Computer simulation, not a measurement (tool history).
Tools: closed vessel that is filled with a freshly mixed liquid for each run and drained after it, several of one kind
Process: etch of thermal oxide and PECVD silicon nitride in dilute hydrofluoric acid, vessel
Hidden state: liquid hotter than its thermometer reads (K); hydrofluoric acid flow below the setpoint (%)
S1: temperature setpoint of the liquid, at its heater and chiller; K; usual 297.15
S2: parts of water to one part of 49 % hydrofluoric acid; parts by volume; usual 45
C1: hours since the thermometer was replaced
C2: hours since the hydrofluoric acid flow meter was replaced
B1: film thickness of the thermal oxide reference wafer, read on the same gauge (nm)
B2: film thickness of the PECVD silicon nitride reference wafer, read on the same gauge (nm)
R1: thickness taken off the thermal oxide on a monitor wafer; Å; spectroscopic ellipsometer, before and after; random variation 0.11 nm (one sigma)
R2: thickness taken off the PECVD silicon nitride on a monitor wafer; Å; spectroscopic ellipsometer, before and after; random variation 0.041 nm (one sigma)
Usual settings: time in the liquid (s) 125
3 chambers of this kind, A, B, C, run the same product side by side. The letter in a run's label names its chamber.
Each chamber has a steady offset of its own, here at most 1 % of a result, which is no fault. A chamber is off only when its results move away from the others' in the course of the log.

{"run": "1B", "hour": 6.0, "S1": 297.15, "S2": 45, "time in the liquid (s)": 125, "C1": 906.7, "C2": 445.2, "B1": 129.98, "B2": 80.018, "R1": 131.96, "R2": 62.767}
{"run": "2C", "hour": 13.4, "S1": 297.15, "S2": 45, "time in the liquid (s)": 125, "C1": 934.0, "C2": 482.9, "B1": 130.01, "B2": 80.023, "R1": 132.94, "R2": 62.4}
{"run": "3A", "hour": 18.2, "S1": 297.15, "S2": 45, "time in the liquid (s)": 125, "C1": 165.0, "C2": 586.7, "B1": 129.98, "B2": 79.983, "R1": 135.14, "R2": 61.448}
{"run": "4A", "hour": 26.8, "S1": 297.15, "S2": 45, "time in the liquid (s)": 125, "C1": 173.6, "C2": 595.3, "B1": 129.97, "B2": 79.987, "R1": 132.97, "R2": 61.217}
{"run": "5B", "hour": 34.9, "S1": 297.15, "S2": 45, "time in the liquid (s)": 125, "C1": 935.6, "C2": 474.1, "B1": 130.02, "B2": 80.025, "R1": 133.73, "R2": 61.837}
{"run": "6C", "hour": 40.7, "S1": 297.15, "S2": 35, "time in the liquid (s)": 125, "C1": 961.3, "C2": 510.2, "B1": 129.97, "B2": 79.999, "R1": 176.24, "R2": 79.987}
{"run": "7A", "hour": 49.1, "S1": 297.15, "S2": 35, "time in the liquid (s)": 125, "C1": 195.9, "C2": 617.6, "B1": 130.0, "B2": 79.953, "R1": 172.66, "R2": 77.928}
{"run": "8B", "hour": 54.4, "S1": 297.15, "S2": 35, "time in the liquid (s)": 125, "C1": 955.1, "C2": 493.6, "B1": 130.03, "B2": 79.995, "R1": 174.27, "R2": 78.788}
{"run": "9C", "hour": 63.9, "S1": 297.15, "S2": 45, "time in the liquid (s)": 125, "C1": 984.5, "C2": 533.4, "B1": 130.01, "B2": 79.97, "R1": 136.01, "R2": 61.818}
{"run": "10B", "hour": 73.2, "S1": 297.15, "S2": 45, "time in the liquid (s)": 125, "C1": 973.9, "C2": 512.4, "B1": 129.98, "B2": 80.022, "R1": 132.03, "R2": 61.945}
{"run": "11A", "hour": 81.6, "S1": 297.15, "S2": 45, "time in the liquid (s)": 125, "C1": 228.4, "C2": 650.1, "B1": 130.03, "B2": 80.043, "R1": 131.3, "R2": 60.663}
{"run": "12C", "hour": 89.7, "S1": 297.15, "S2": 45, "time in the liquid (s)": 125, "C1": 1010.3, "C2": 559.2, "B1": 129.99, "B2": 80.021, "R1": 135.25, "R2": 61.832}
{"run": "13B", "hour": 97.5, "S1": 297.15, "S2": 45, "time in the liquid (s)": 125, "C1": 998.2, "C2": 536.7, "B1": 130.02, "B2": 79.979, "R1": 130.73, "R2": 62.738}
{"run": "14A", "hour": 105.3, "S1": 297.15, "S2": 45, "time in the liquid (s)": 125, "C1": 252.1, "C2": 673.8, "B1": 130.0, "B2": 79.982, "R1": 131.08, "R2": 59.284}
{"run": "15C", "hour": 112.3, "S1": 297.15, "S2": 45, "time in the liquid (s)": 125, "C1": 1032.9, "C2": 581.8, "B1": 130.0, "B2": 80.001, "R1": 132.62, "R2": 62.421}
{"run": "16C", "hour": 118.9, "S1": 297.15, "S2": 45, "time in the liquid (s)": 125, "C1": 1039.5, "C2": 588.4, "B1": 129.99, "B2": 79.995, "R1": 134.09, "R2": 62.012}
{"run": "17B", "hour": 125.5, "S1": 297.15, "S2": 45, "time in the liquid (s)": 125, "C1": 1026.2, "C2": 564.7, "B1": 130.03, "B2": 79.962, "R1": 134.06, "R2": 61.968}
{"run": "18A", "hour": 130.7, "S1": 297.15, "S2": 45, "time in the liquid (s)": 125, "C1": 277.5, "C2": 699.2, "B1": 129.99, "B2": 80.024, "R1": 129.43, "R2": 58.984}
{"run": "19B", "hour": 137.0, "S1": 297.15, "S2": 45, "time in the liquid (s)": 125, "C1": 1037.7, "C2": 576.2, "B1": 130.0, "B2": 80.006, "R1": 132.55, "R2": 62.116}
{"run": "20A", "hour": 145.3, "S1": 297.15, "S2": 45, "time in the liquid (s)": 125, "C1": 292.1, "C2": 713.8, "B1": 130.02, "B2": 79.992, "R1": 127.4, "R2": 58.712}
{"run": "21C", "hour": 150.1, "S1": 300.65, "S2": 55, "time in the liquid (s)": 125, "C1": 1070.7, "C2": 619.6, "B1": 129.99, "B2": 79.973, "R1": 125.19, "R2": 65.64}
{"run": "22B", "hour": 154.6, "S1": 300.65, "S2": 55, "time in the liquid (s)": 125, "C1": 1055.3, "C2": 593.8, "B1": 130.01, "B2": 79.943, "R1": 123.6, "R2": 65.09}
{"run": "23A", "hour": 164.2, "S1": 300.65, "S2": 55, "time in the liquid (s)": 125, "C1": 311.0, "C2": 732.7, "B1": 129.99, "B2": 80.018, "R1": 117.74, "R2": 60.777}
{"run": "24C", "hour": 173.2, "S1": 297.15, "S2": 45, "time in the liquid (s)": 125, "C1": 1093.8, "C2": 642.7, "B1": 129.99, "B2": 79.976, "R1": 134.67, "R2": 62.667}
{"run": "25C", "hour": 178.5, "S1": 300.15, "S2": 45, "time in the liquid (s)": 195, "C1": 1099.1, "C2": 648.0, "B1": 129.98, "B2": 80.041, "R1": 236.05, "R2": 119.49}
{"run": "26A", "hour": 184.0, "S1": 300.15, "S2": 45, "time in the liquid (s)": 195, "C1": 330.8, "C2": 752.5, "B1": 129.99, "B2": 79.996, "R1": 223.02, "R2": 111.63}
{"run": "27B", "hour": 191.9, "S1": 300.15, "S2": 45, "time in the liquid (s)": 195, "C1": 1092.6, "C2": 631.1, "B1": 130.0, "B2": 79.994, "R1": 234.91, "R2": 117.51}

Is one chamber off against the others, does the gauge drift, or is nothing wrong? If a chamber is off, say which, and what the likeliest cause is.

Chamber A drifts away from the others.
Cause: hydrofluoric acid flow below the setpoint (%) = 5.71.

Here are 4 candidates for chamber A's next run, each the usual settings with a change, their results left as question marks. Which one brings its results back in line with what the others give on the usual settings?
In line means no further than this from the other chambers' mean on the usual settings: R1 4.00 Å; R2 1.400 Å
{"run": "28A-1", "hour": 199.1, "S1": 296.65, "S2": 45, "time in the liquid (s)": 115, "R1": "?", "R2": "?"}
{"run": "28A-2", "hour": 199.1, "S1": 297.65, "S2": 45, "time in the liquid (s)": 135, "R1": "?", "R2": "?"}
{"run": "28A-3", "hour": 199.1, "S1": 296.65, "S2": 45, "time in the liquid (s)": 120, "R1": "?", "R2": "?"}
{"run": "28A-4", "hour": 199.1, "S1": 297.65, "S2": 45, "time in the liquid (s)": 130, "R1": "?", "R2": "?"}

The other chambers' mean on the usual settings: R1 133.17 Å; R2 62.320 Å
run=28A-1 R1=112.36 R2=51.405
run=28A-2 R1=137.57 R2=64.647
run=28A-3 R1=117.25 R2=53.640
run=28A-4 R1=132.47 R2=62.253
28A-4 brings the chamber back in line.
